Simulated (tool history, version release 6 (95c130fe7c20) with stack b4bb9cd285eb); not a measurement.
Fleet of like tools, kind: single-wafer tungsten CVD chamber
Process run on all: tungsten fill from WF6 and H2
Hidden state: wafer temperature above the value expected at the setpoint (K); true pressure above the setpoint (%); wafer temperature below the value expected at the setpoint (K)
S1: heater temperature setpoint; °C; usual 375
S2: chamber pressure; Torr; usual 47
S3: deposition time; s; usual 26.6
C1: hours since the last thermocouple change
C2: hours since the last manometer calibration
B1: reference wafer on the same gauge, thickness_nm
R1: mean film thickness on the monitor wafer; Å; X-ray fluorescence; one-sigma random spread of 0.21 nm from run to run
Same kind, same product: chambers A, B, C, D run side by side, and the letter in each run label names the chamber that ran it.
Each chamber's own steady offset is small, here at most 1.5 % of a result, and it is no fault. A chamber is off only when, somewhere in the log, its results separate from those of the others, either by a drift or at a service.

| run | day | S1 | S2 | S3 | C1 | C2 | B1 | R1 |
|---|---|---|---|---|---|---|---|---|
| 1C | 0.162 | 375 | 47 | 26.6 | 588.9 | 1723.8 | 68.64 | 582.89 |
| 2D | 0.379 | 375 | 47 | 26.6 | 303.7 | 2073.6 | 68.738 | 578.9 |
| 3B | 0.517 | 375 | 47 | 26.6 | 411 | 238.6 | 68.728 | 588.22 |
| 4A | 0.738 | 375 | 47 | 26.6 | 1239.1 | 1332.1 | 68.679 | 583.96 |
| 5A | 0.908 | 375 | 47 | 26.6 | 1243.2 | 1336.2 | 68.69 | 584.01 |
| 6C | 1.108 | 375 | 47 | 26.6 | 611.6 | 1746.5 | 68.695 | 577.9 |
| 7D | 1.271 | 375 | 47 | 26.6 | 325.1 | 2095 | 68.701 | 579.94 |
| 8B | 1.375 | 375 | 57.7 | 26.6 | 431.6 | 259.2 | 68.642 | 641.8 |
| 9D | 1.575 | 375 | 57.7 | 26.6 | 332.4 | 2102.3 | 68.725 | 633.48 |
| 10C | 1.792 | 375 | 57.7 | 26.6 | 628 | 1762.9 | 68.69 | 637.64 |
| 11B | 1.946 | 375 | 57.7 | 26.6 | 445.3 | 272.9 | 68.662 | 641.4 |
| 12A | 2.079 | 375 | 47 | 26.6 | 1271.3 | 1364.3 | 68.703 | 584.72 |
| 13C | 2.275 | 375 | 47 | 26.6 | 639.6 | 1774.5 | 68.684 | 579.41 |
| 14A | 2.442 | 375 | 47 | 26.6 | 1280 | 1373 | 68.669 | 582.83 |
| 15D | 2.571 | 375 | 47 | 26.6 | 356.3 | 2126.2 | 68.722 | 578.04 |
| 16B | 2.721 | 375 | 47 | 26.6 | 463.9 | 291.5 | 68.728 | 585.71 |
| 17D | 2.854 | 375 | 47 | 26.6 | 363.1 | 2133 | 68.618 | 574.78 |
| 18C | 2.962 | 375 | 47 | 26.6 | 656.1 | 1791 | 68.689 | 588.91 |
| 19A | 3.171 | 375 | 56.1 | 31.7 | 1297.5 | 1390.5 | 68.673 | 750.69 |
| 20B | 3.292 | 375 | 56.1 | 31.7 | 477.6 | 305.2 | 68.688 | 753.31 |
| 21A | 3.388 | 375 | 56.1 | 31.7 | 1302.7 | 1395.7 | 68.661 | 748.36 |
| 22D | 3.592 | 375 | 56.1 | 31.7 | 380.8 | 2150.7 | 68.688 | 744.31 |
| 23C | 3.738 | 375 | 47 | 26.6 | 674.7 | 1809.6 | 68.651 | 589.76 |
| 24B | 3.933 | 375 | 47 | 26.6 | 493 | 320.6 | 68.696 | 582.99 |
| 25D | 4.112 | 375 | 47 | 26.6 | 393.3 | 2163.2 | 68.665 | 576.38 |
| 26C | 4.25 | 375 | 47 | 26.6 | 687 | 1821.9 | 68.693 | 591.14 |
| 27B | 4.454 | 375 | 47 | 21.7 | 505.5 | 333.1 | 68.652 | 476.34 |
| 28A | 4.621 | 375 | 47 | 21.7 | 1332.3 | 1425.3 | 68.678 | 476.69 |
| 29A | 4.796 | 375 | 47 | 21.7 | 1336.5 | 1429.5 | 68.731 | 475.18 |
| 30B | 4.912 | 375 | 47 | 21.7 | 516.5 | 344.1 | 68.747 | 477.08 |
| 31C | 5.117 | 375 | 38.9 | 26.6 | 707.8 | 1842.7 | 68.61 | 546.66 |
| 32D | 5.312 | 375 | 38.9 | 26.6 | 422.1 | 2192 | 68.706 | 528.1 |
| 33D | 5.517 | 375 | 38.9 | 26.6 | 427 | 2196.9 | 68.698 | 527.61 |
| 34B | 5.721 | 375 | 38.9 | 26.6 | 535.9 | 363.5 | 68.766 | 532.95 |
| 35C | 5.858 | 375 | 47 | 26.6 | 725.6 | 1860.5 | 68.724 | 596.41 |
| 36A | 5.996 | 375 | 47 | 26.6 | 1365.3 | 1458.3 | 68.648 | 582.09 |
| 37B | 6.133 | 375 | 47 | 26.6 | 545.8 | 373.4 | 68.673 | 585 |
| 38A | 6.238 | 365 | 47 | 28.8 | 1371.1 | 1464.1 | 68.67 | 514.41 |
| 39D | 6.392 | 365 | 47 | 28.8 | 448 | 2217.9 | 68.731 | 505.06 |
| 40C | 6.5 | 365 | 47 | 28.8 | 741 | 1875.9 | 68.724 | 522.06 |
| 41B | 6.633 | 365 | 47 | 28.8 | 557.8 | 385.4 | 68.732 | 513.79 |
| 42C | 6.788 | 375 | 47 | 26.6 | 747.9 | 1882.8 | 68.704 | 599.98 |
| 43A | 6.917 | 375 | 47 | 26.6 | 1387.4 | 1480.4 | 68.7 | 581.06 |

For the next run the whole fleet of 4 chambers uses the same settings. Give each chamber's results:
| 44A | 7.079 | 375 | 47 | 21.8 |  |  |  | ? |
| 44B | 7.079 | 375 | 47 | 21.8 |  |  |  | ? |
| 44C | 7.079 | 375 | 47 | 21.8 |  |  |  | ? |
| 44D | 7.079 | 375 | 47 | 21.8 |  |  |  | ? |

| run | R1 |
|---|---|
| 44A | 479.21 |
| 44B | 478.77 |
| 44C | 494.58 |
| 44D | 472.21 |
